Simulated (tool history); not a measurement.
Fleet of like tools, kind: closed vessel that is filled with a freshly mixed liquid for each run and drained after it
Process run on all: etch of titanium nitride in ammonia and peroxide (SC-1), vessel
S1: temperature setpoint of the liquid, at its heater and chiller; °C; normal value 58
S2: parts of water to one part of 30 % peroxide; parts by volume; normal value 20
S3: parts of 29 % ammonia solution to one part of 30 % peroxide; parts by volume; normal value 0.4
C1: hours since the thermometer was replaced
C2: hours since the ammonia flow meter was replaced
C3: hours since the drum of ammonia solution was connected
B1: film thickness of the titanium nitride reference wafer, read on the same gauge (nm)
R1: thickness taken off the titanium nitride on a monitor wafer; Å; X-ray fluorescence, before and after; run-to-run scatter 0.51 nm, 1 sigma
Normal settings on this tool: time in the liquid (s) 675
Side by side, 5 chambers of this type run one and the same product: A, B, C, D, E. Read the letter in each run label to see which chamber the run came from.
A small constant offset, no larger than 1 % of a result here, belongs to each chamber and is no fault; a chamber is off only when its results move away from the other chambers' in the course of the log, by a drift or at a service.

{"run": "1B", "hour": 5.3, "S1": 58, "S2": 20, "S3": 0.4, "time in the liquid (s)": 675, "C1": 795.2, "C2": 1442.4, "C3": 911.1, "B1": 29.975, "R1": 501.14}
{"hour": 7.4, "done": "chamber D: new drum of ammonia solution connected"}
{"run": "2E", "hour": 10.0, "S1": 58, "S2": 20, "S3": 0.4, "time in the liquid (s)": 675, "C1": 477.7, "C2": 1568.9, "C3": 372.3, "B1": 30.063, "R1": 513.43}
{"run": "3C", "hour": 14.0, "S1": 58, "S2": 20, "S3": 0.4, "time in the liquid (s)": 675, "C1": 2912.4, "C2": 1143.6, "C3": 153.7, "B1": 30.016, "R1": 523.45}
{"run": "4D", "hour": 20.9, "S1": 58, "S2": 20, "S3": 0.4, "time in the liquid (s)": 675, "C1": 470.2, "C2": 1271.8, "C3": 13.5, "B1": 29.996, "R1": 527.68}
{"run": "5A", "hour": 26.9, "S1": 58, "S2": 20, "S3": 0.4, "time in the liquid (s)": 675, "C1": 911.5, "C2": 1073, "C3": 207.1, "B1": 29.976, "R1": 507.22}
{"run": "6D", "hour": 30.4, "S1": 58, "S2": 20, "S3": 0.4, "time in the liquid (s)": 675, "C1": 479.7, "C2": 1281.3, "C3": 23, "B1": 29.94, "R1": 510}
{"run": "7E", "hour": 34.1, "S1": 58, "S2": 20, "S3": 0.4, "time in the liquid (s)": 675, "C1": 501.8, "C2": 1593, "C3": 396.4, "B1": 29.983, "R1": 515.28}
{"run": "8B", "hour": 39.9, "S1": 58, "S2": 20, "S3": 0.4, "time in the liquid (s)": 675, "C1": 829.8, "C2": 1477, "C3": 945.7, "B1": 29.999, "R1": 506.73}
{"run": "9C", "hour": 47.1, "S1": 58, "S2": 20, "S3": 0.4, "time in the liquid (s)": 675, "C1": 2945.5, "C2": 1176.7, "C3": 186.8, "B1": 29.975, "R1": 509.74}
{"run": "10A", "hour": 53.9, "S1": 58, "S2": 20, "S3": 0.4, "time in the liquid (s)": 675, "C1": 938.5, "C2": 1100, "C3": 234.1, "B1": 30.043, "R1": 511.42}
{"run": "11D", "hour": 61.4, "S1": 58, "S2": 20, "S3": 0.4, "time in the liquid (s)": 675, "C1": 510.7, "C2": 1312.3, "C3": 54, "B1": 30.031, "R1": 517.5}
{"run": "12C", "hour": 65.9, "S1": 58, "S2": 20, "S3": 0.4, "time in the liquid (s)": 675, "C1": 2964.3, "C2": 1195.5, "C3": 205.6, "B1": 29.949, "R1": 512.86}
{"run": "13A", "hour": 73.0, "S1": 64.5, "S2": 20, "S3": 0.4, "time in the liquid (s)": 925, "C1": 957.6, "C2": 1119.1, "C3": 253.2, "B1": 30.027, "R1": 1059.4}
{"run": "14E", "hour": 79.7, "S1": 64.5, "S2": 20, "S3": 0.4, "time in the liquid (s)": 925, "C1": 547.4, "C2": 1638.6, "C3": 442, "B1": 30.014, "R1": 1079.6}
{"run": "15B", "hour": 87.2, "S1": 64.5, "S2": 20, "S3": 0.4, "time in the liquid (s)": 925, "C1": 877.1, "C2": 1524.3, "C3": 993, "B1": 30.021, "R1": 1068.6}
{"run": "16A", "hour": 91.2, "S1": 64.5, "S2": 20, "S3": 0.4, "time in the liquid (s)": 925, "C1": 975.8, "C2": 1137.3, "C3": 271.4, "B1": 29.972, "R1": 1059.2}
{"hour": 94.0, "done": "chamber A: thermometer replaced"}
{"run": "17B", "hour": 96.8, "S1": 64.5, "S2": 20, "S3": 0.4, "time in the liquid (s)": 925, "C1": 886.7, "C2": 1533.9, "C3": 1002.6, "B1": 30.015, "R1": 1094.2}
{"run": "18C", "hour": 100.5, "S1": 58, "S2": 20, "S3": 0.4, "time in the liquid (s)": 675, "C1": 2998.9, "C2": 1230.1, "C3": 240.2, "B1": 29.978, "R1": 508.18}
{"run": "19D", "hour": 105.0, "S1": 58, "S2": 20, "S3": 0.4, "time in the liquid (s)": 675, "C1": 554.3, "C2": 1355.9, "C3": 97.6, "B1": 30.009, "R1": 512.18}
{"run": "20E", "hour": 111.3, "S1": 58, "S2": 20, "S3": 0.4, "time in the liquid (s)": 675, "C1": 579, "C2": 1670.2, "C3": 473.6, "B1": 29.977, "R1": 512.76}
{"run": "21C", "hour": 116.1, "S1": 61, "S2": 20, "S3": 0.4, "time in the liquid (s)": 675, "C1": 3014.5, "C2": 1245.7, "C3": 255.8, "B1": 30.012, "R1": 624.34}
{"hour": 118.8, "done": "chamber A: new drum of ammonia solution connected"}
{"run": "22D", "hour": 119.7, "S1": 61, "S2": 20, "S3": 0.4, "time in the liquid (s)": 675, "C1": 569, "C2": 1370.6, "C3": 112.3, "B1": 30.026, "R1": 643.63}
{"hour": 122.7, "done": "chamber B: new drum of ammonia solution connected"}
{"run": "23B", "hour": 125.1, "S1": 61, "S2": 20, "S3": 0.4, "time in the liquid (s)": 675, "C1": 915, "C2": 1562.2, "C3": 2.5, "B1": 30.001, "R1": 623.86}
{"run": "24E", "hour": 132.8, "S1": 61, "S2": 20, "S3": 0.4, "time in the liquid (s)": 675, "C1": 600.5, "C2": 1691.7, "C3": 495.1, "B1": 29.993, "R1": 635.28}
{"run": "25A", "hour": 138.7, "S1": 61, "S2": 20, "S3": 0.4, "time in the liquid (s)": 675, "C1": 44.8, "C2": 1184.8, "C3": 20, "B1": 30.006, "R1": 616.35}
{"run": "26E", "hour": 142.3, "S1": 58, "S2": 20, "S3": 0.4, "time in the liquid (s)": 675, "C1": 610, "C2": 1701.2, "C3": 504.6, "B1": 30.012, "R1": 515.64}
{"run": "27B", "hour": 148.0, "S1": 64.5, "S2": 14.5, "S3": 0.4, "time in the liquid (s)": 675, "C1": 937.9, "C2": 1585.1, "C3": 25.4, "B1": 30.001, "R1": 939.79}
{"run": "28C", "hour": 153.1, "S1": 64.5, "S2": 14.5, "S3": 0.4, "time in the liquid (s)": 675, "C1": 3051.5, "C2": 1282.7, "C3": 292.8, "B1": 30.011, "R1": 931.95}
{"run": "29A", "hour": 158.4, "S1": 64.5, "S2": 14.5, "S3": 0.4, "time in the liquid (s)": 675, "C1": 64.5, "C2": 1204.5, "C3": 39.7, "B1": 29.995, "R1": 935.99}
{"run": "30D", "hour": 164.1, "S1": 64.5, "S2": 14.5, "S3": 0.4, "time in the liquid (s)": 675, "C1": 613.4, "C2": 1415, "C3": 156.7, "B1": 30.007, "R1": 994.96}
{"run": "31D", "hour": 170.3, "S1": 64.5, "S2": 14.5, "S3": 0.4, "time in the liquid (s)": 675, "C1": 619.6, "C2": 1421.2, "C3": 162.9, "B1": 29.979, "R1": 996.73}
{"run": "32B", "hour": 174.5, "S1": 58, "S2": 20, "S3": 0.4, "time in the liquid (s)": 675, "C1": 964.4, "C2": 1611.6, "C3": 51.9, "B1": 29.998, "R1": 508.87}
{"run": "33A", "hour": 179.5, "S1": 58, "S2": 20, "S3": 0.4, "time in the liquid (s)": 675, "C1": 85.6, "C2": 1225.6, "C3": 60.8, "B1": 29.989, "R1": 506.98}
{"run": "34C", "hour": 186.7, "S1": 58, "S2": 20, "S3": 0.4, "time in the liquid (s)": 675, "C1": 3085.1, "C2": 1316.3, "C3": 326.4, "B1": 30.005, "R1": 511.6}
{"run": "35E", "hour": 191.5, "S1": 58, "S2": 20, "S3": 0.4, "time in the liquid (s)": 675, "C1": 659.2, "C2": 1750.4, "C3": 553.8, "B1": 30.006, "R1": 520.88}
{"run": "36B", "hour": 198.3, "S1": 58, "S2": 27.5, "S3": 0.35, "time in the liquid (s)": 675, "C1": 988.2, "C2": 1635.4, "C3": 75.7, "B1": 30.043, "R1": 418.8}
{"run": "37A", "hour": 205.1, "S1": 58, "S2": 27.5, "S3": 0.35, "time in the liquid (s)": 675, "C1": 111.2, "C2": 1251.2, "C3": 86.4, "B1": 29.955, "R1": 410.11}
{"run": "38C", "hour": 212.5, "S1": 58, "S2": 27.5, "S3": 0.35, "time in the liquid (s)": 675, "C1": 3110.9, "C2": 1342.1, "C3": 352.2, "B1": 29.973, "R1": 414.22}
{"run": "39D", "hour": 218.5, "S1": 58, "S2": 27.5, "S3": 0.35, "time in the liquid (s)": 675, "C1": 667.8, "C2": 1469.4, "C3": 211.1, "B1": 30.036, "R1": 455.53}

Next, all 5 chambers run the settings below, one line each with question marks for the results. What does each chamber give?
{"run": "40A", "hour": 224.0, "S1": 58, "S2": 23, "S3": 0.4, "time in the liquid (s)": 675, "R1": "?"}
{"run": "40B", "hour": 224.0, "S1": 58, "S2": 23, "S3": 0.4, "time in the liquid (s)": 675, "R1": "?"}
{"run": "40C", "hour": 224.0, "S1": 58, "S2": 23, "S3": 0.4, "time in the liquid (s)": 675, "R1": "?"}
{"run": "40D", "hour": 224.0, "S1": 58, "S2": 23, "S3": 0.4, "time in the liquid (s)": 675, "R1": "?"}
{"run": "40E", "hour": 224.0, "S1": 58, "S2": 23, "S3": 0.4, "time in the liquid (s)": 675, "R1": "?"}

run=40A R1=465.06
run=40B R1=477.65
run=40C R1=479.98
run=40D R1=526.21
run=40E R1=472.76
